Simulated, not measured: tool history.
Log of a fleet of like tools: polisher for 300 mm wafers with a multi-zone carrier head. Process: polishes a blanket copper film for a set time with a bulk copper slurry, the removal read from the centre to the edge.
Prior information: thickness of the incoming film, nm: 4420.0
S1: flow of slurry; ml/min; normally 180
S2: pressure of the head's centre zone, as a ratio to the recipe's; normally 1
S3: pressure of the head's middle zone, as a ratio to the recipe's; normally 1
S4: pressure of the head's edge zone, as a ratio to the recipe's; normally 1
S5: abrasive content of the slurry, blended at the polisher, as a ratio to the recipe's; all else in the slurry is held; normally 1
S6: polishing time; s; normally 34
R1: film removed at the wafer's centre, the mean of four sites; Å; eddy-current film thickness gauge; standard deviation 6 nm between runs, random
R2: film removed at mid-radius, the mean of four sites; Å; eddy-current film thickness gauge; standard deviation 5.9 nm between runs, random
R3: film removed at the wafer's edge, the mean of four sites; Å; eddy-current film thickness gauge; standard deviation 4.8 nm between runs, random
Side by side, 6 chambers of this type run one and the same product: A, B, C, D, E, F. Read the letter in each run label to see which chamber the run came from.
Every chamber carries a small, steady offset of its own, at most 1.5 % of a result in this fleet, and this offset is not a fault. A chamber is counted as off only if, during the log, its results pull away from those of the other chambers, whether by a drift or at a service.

{"day": 0.071, "done": "chamber F: worn pad replaced by a new one"}
{"day": 0.346, "done": "chamber C: slurry nozzle cleaned"}
{"day": 0.371, "done": "chamber B: worn pad replaced by a new one"}
{"run": "1A", "day": 0.408, "S1": 180, "S2": 1, "S3": 1, "S4": 1, "S5": 1, "S6": 34, "R1": 4439.4, "R2": 4456.8, "R3": 4427}
{"day": 0.529, "done": "chamber B: slurry nozzle cleaned"}
{"run": "2C", "day": 0.746, "S1": 180, "S2": 1, "S3": 1, "S4": 1, "S5": 1, "S6": 34, "R1": 4436.2, "R2": 4590.8, "R3": 4466.9}
{"run": "3F", "day": 0.946, "S1": 180, "S2": 1, "S3": 1, "S4": 1, "S5": 1, "S6": 34, "R1": 4492.5, "R2": 4466.7, "R3": 4476.1}
{"day": 1.071, "done": "chamber A: worn pad replaced by a new one"}
{"day": 1.217, "done": "chamber D: worn pad replaced by a new one"}
{"run": "4B", "day": 1.354, "S1": 180, "S2": 1, "S3": 1, "S4": 1, "S5": 1, "S6": 34, "R1": 4440.3, "R2": 4605.4, "R3": 4519.6}
{"day": 1.412, "done": "chamber C: worn pad replaced by a new one"}
{"run": "5E", "day": 1.542, "S1": 180, "S2": 1, "S3": 1, "S4": 1, "S5": 1, "S6": 34, "R1": 4537, "R2": 4465.4, "R3": 4494.2}
{"run": "6D", "day": 1.767, "S1": 180, "S2": 1, "S3": 1, "S4": 1, "S5": 1, "S6": 34, "R1": 4411.7, "R2": 4443.4, "R3": 4332}
{"run": "7E", "day": 1.946, "S1": 180, "S2": 1, "S3": 1, "S4": 1, "S5": 1, "S6": 34, "R1": 4440.9, "R2": 4454.1, "R3": 4377.3}
{"day": 2.012, "done": "chamber E: worn pad replaced by a new one"}
{"run": "8B", "day": 2.2, "S1": 180, "S2": 1, "S3": 1, "S4": 1, "S5": 1, "S6": 34, "R1": 4506.6, "R2": 4503.5, "R3": 4541.4}
{"run": "9C", "day": 2.454, "S1": 180, "S2": 1, "S3": 1, "S4": 1, "S5": 1, "S6": 34, "R1": 4413.1, "R2": 4384.6, "R3": 4522.3}
{"run": "10A", "day": 2.817, "S1": 180, "S2": 1, "S3": 1, "S4": 1, "S5": 1, "S6": 34, "R1": 4409.5, "R2": 4484.7, "R3": 4404.5}
{"day": 2.967, "done": "chamber D: slurry nozzle cleaned"}
{"run": "11D", "day": 3.033, "S1": 180, "S2": 1, "S3": 1, "S4": 0.9, "S5": 1, "S6": 34, "R1": 4473, "R2": 4445.5, "R3": 4157.2}
{"run": "12F", "day": 3.283, "S1": 180, "S2": 1, "S3": 1, "S4": 0.9, "S5": 1, "S6": 34, "R1": 4560.9, "R2": 4589.9, "R3": 4220.3}
{"run": "13C", "day": 3.592, "S1": 180, "S2": 1, "S3": 1, "S4": 0.9, "S5": 1, "S6": 34, "R1": 4478.5, "R2": 4427.6, "R3": 4303}
{"day": 3.671, "done": "chamber D: worn pad replaced by a new one"}
{"run": "14A", "day": 3.833, "S1": 180, "S2": 1, "S3": 1, "S4": 0.9, "S5": 1, "S6": 34, "R1": 4512.8, "R2": 4529.7, "R3": 4271.1}
{"day": 3.967, "done": "chamber A: worn pad replaced by a new one"}
{"day": 3.992, "done": "chamber C: centre zone pressure recalibrated"}
{"run": "15D", "day": 4.154, "S1": 180, "S2": 1, "S3": 1, "S4": 0.9, "S5": 1, "S6": 34, "R1": 4419, "R2": 4347.4, "R3": 4162.9}
{"day": 4.283, "done": "chamber E: worn pad replaced by a new one"}
{"run": "16F", "day": 4.333, "S1": 180, "S2": 1, "S3": 1, "S4": 0.9, "S5": 1, "S6": 34, "R1": 4416.1, "R2": 4472.2, "R3": 4281.8}
{"day": 4.388, "done": "chamber E: centre zone pressure recalibrated"}
{"run": "17E", "day": 4.571, "S1": 180, "S2": 1, "S3": 1, "S4": 1, "S5": 1, "S6": 34, "R1": 4532, "R2": 4417.4, "R3": 4457}
{"day": 4.588, "done": "chamber A: slurry nozzle cleaned"}
{"day": 4.621, "done": "chamber B: worn pad replaced by a new one"}
{"day": 4.708, "done": "chamber F: worn pad replaced by a new one"}
{"run": "18B", "day": 4.762, "S1": 180, "S2": 1, "S3": 1, "S4": 1, "S5": 1, "S6": 34, "R1": 4408.8, "R2": 4568.8, "R3": 4468.2}
{"day": 4.95, "done": "chamber C: worn pad replaced by a new one"}
{"run": "19B", "day": 4.979, "S1": 180, "S2": 1, "S3": 1, "S4": 1, "S5": 1, "S6": 34, "R1": 4550.7, "R2": 4475.9, "R3": 4492}
{"run": "20F", "day": 5.196, "S1": 180, "S2": 1, "S3": 1, "S4": 1, "S5": 1, "S6": 34, "R1": 4488.6, "R2": 4479.6, "R3": 4469.5}
{"run": "21C", "day": 5.425, "S1": 180, "S2": 1, "S3": 1, "S4": 1, "S5": 1, "S6": 26, "R1": 3751.1, "R2": 3398.4, "R3": 3450.3}
{"run": "22A", "day": 5.692, "S1": 180, "S2": 1, "S3": 1, "S4": 1, "S5": 1, "S6": 26, "R1": 3420.4, "R2": 3388.1, "R3": 3344.5}
{"run": "23D", "day": 6.075, "S1": 180, "S2": 1, "S3": 1, "S4": 1, "S5": 1, "S6": 26, "R1": 3376.3, "R2": 3424.3, "R3": 3396.7}
{"run": "24E", "day": 6.404, "S1": 180, "S2": 1, "S3": 1, "S4": 1, "S5": 1, "S6": 26, "R1": 3502.9, "R2": 3420.6, "R3": 3378.4}
{"day": 6.504, "done": "chamber D: worn pad replaced by a new one"}
{"run": "25C", "day": 6.717, "S1": 180, "S2": 1, "S3": 1, "S4": 1, "S5": 1, "S6": 26, "R1": 3643.2, "R2": 3345.5, "R3": 3437.9}
{"day": 6.775, "done": "chamber B: centre zone pressure recalibrated"}
{"day": 7.046, "done": "chamber E: worn pad replaced by a new one"}
{"run": "26A", "day": 7.083, "S1": 180, "S2": 1, "S3": 1, "S4": 1, "S5": 1, "S6": 26, "R1": 3449.7, "R2": 3288.7, "R3": 3311.2}
{"day": 7.204, "done": "chamber A: worn pad replaced by a new one"}
{"run": "27B", "day": 7.421, "S1": 180, "S2": 1, "S3": 1, "S4": 1, "S5": 1, "S6": 34, "R1": 4348.3, "R2": 4463.7, "R3": 4542.4}
{"run": "28D", "day": 7.662, "S1": 180, "S2": 1, "S3": 1, "S4": 1, "S5": 1, "S6": 34, "R1": 4434.4, "R2": 4453.4, "R3": 4413.4}
{"run": "29E", "day": 7.933, "S1": 180, "S2": 1, "S3": 1, "S4": 1, "S5": 1, "S6": 34, "R1": 4591.7, "R2": 4445.9, "R3": 4482.3}
{"run": "30F", "day": 8.338, "S1": 180, "S2": 1, "S3": 1, "S4": 1, "S5": 1, "S6": 34, "R1": 4450.5, "R2": 4455.2, "R3": 4470.5}
{"run": "31E", "day": 8.6, "S1": 180, "S2": 1, "S3": 1, "S4": 1, "S5": 1, "S6": 34, "R1": 4541.5, "R2": 4423.4, "R3": 4433.7}
{"day": 8.808, "done": "chamber F: worn pad replaced by a new one"}
{"run": "32F", "day": 8.829, "S1": 180, "S2": 1, "S3": 1, "S4": 1, "S5": 1, "S6": 34, "R1": 4487.2, "R2": 4537.2, "R3": 4408}
{"day": 9.017, "done": "chamber C: worn pad replaced by a new one"}
{"run": "33A", "day": 9.167, "S1": 180, "S2": 1, "S3": 1, "S4": 1, "S5": 1, "S6": 34, "R1": 4484.7, "R2": 4408.7, "R3": 4391.4}
{"run": "34B", "day": 9.4, "S1": 180, "S2": 1, "S3": 1, "S4": 1, "S5": 1, "S6": 34, "R1": 4510.6, "R2": 4472.9, "R3": 4557.2}
{"day": 9.412, "done": "chamber D: worn pad replaced by a new one"}
{"run": "35C", "day": 9.638, "S1": 180, "S2": 1, "S3": 1, "S4": 1, "S5": 1, "S6": 34, "R1": 4852.1, "R2": 4388.6, "R3": 4503.9}
{"day": 9.754, "done": "chamber E: worn pad replaced by a new one"}
{"run": "36D", "day": 10.033, "S1": 180, "S2": 1, "S3": 1, "S4": 1, "S5": 1, "S6": 34, "R1": 4382.4, "R2": 4383.5, "R3": 4444.6}
{"run": "37D", "day": 10.375, "S1": 180, "S2": 1, "S3": 1, "S4": 1, "S5": 1, "S6": 34, "R1": 4463, "R2": 4436.6, "R3": 4400.8}
{"day": 10.604, "done": "chamber E: edge zone pressure recalibrated"}
{"run": "38E", "day": 10.758, "S1": 180, "S2": 1, "S3": 1, "S4": 1, "S5": 1, "S6": 34, "R1": 4563, "R2": 4448.6, "R3": 4442.6}
{"day": 10.917, "done": "chamber A: worn pad replaced by a new one"}
{"run": "39A", "day": 11.071, "S1": 180, "S2": 1, "S3": 1, "S4": 1, "S5": 1, "S6": 34, "R1": 4404.3, "R2": 4411.9, "R3": 4368.9}

Does one chamber stand apart from the rest, does the shared gauge drift, or is all well apart from small per-chamber offsets? Give the chamber and the most likely cause, where there is one.

Chamber C has stood off from the others ever since a service on it.
Most likely cause: centre zone's pressure above its setpoint, % = 9.47.

Below are 4 candidate recipes for chamber C's next run, each the usual settings with a change, their results shown as question marks. Which of them brings C's results back in line with what the other chambers give on the usual settings?
Allowed miss from the other chambers' usual-settings mean, per result, to count as in line: R1 210 Å; R2 210 Å; R3 170 Å
{"run": "40C-1", "day": 11.362, "S1": 190, "S2": 1.13, "S3": 0.97, "S4": 0.96, "S5": 1, "S6": 35, "R1": "?", "R2": "?", "R3": "?"}
{"run": "40C-2", "day": 11.362, "S1": 170, "S2": 0.87, "S3": 1.03, "S4": 1.04, "S5": 1, "S6": 33, "R1": "?", "R2": "?", "R3": "?"}
{"run": "40C-3", "day": 11.362, "S1": 175, "S2": 0.94, "S3": 1.02, "S4": 1.02, "S5": 1, "S6": 34, "R1": "?", "R2": "?", "R3": "?"}
{"run": "40C-4", "day": 11.362, "S1": 185, "S2": 1.06, "S3": 0.98, "S4": 0.98, "S5": 1, "S6": 34, "R1": "?", "R2": "?", "R3": "?"}

Average result of the remaining chambers running the usual settings: R1 4452.5 Å; R2 4459.8 Å; R3 4453.8 Å
run=40C-1 R1=5728.3 R2=4473 R3=4496.9
run=40C-2 R1=3979.6 R2=4382.5 R3=4354.6
run=40C-3 R1=4489.1 R2=4495.6 R3=4458.4
run=40C-4 R1=5168.7 R2=4369.5 R3=4399.9
40C-3 is the one that brings the chamber's results back in line with the other chambers.
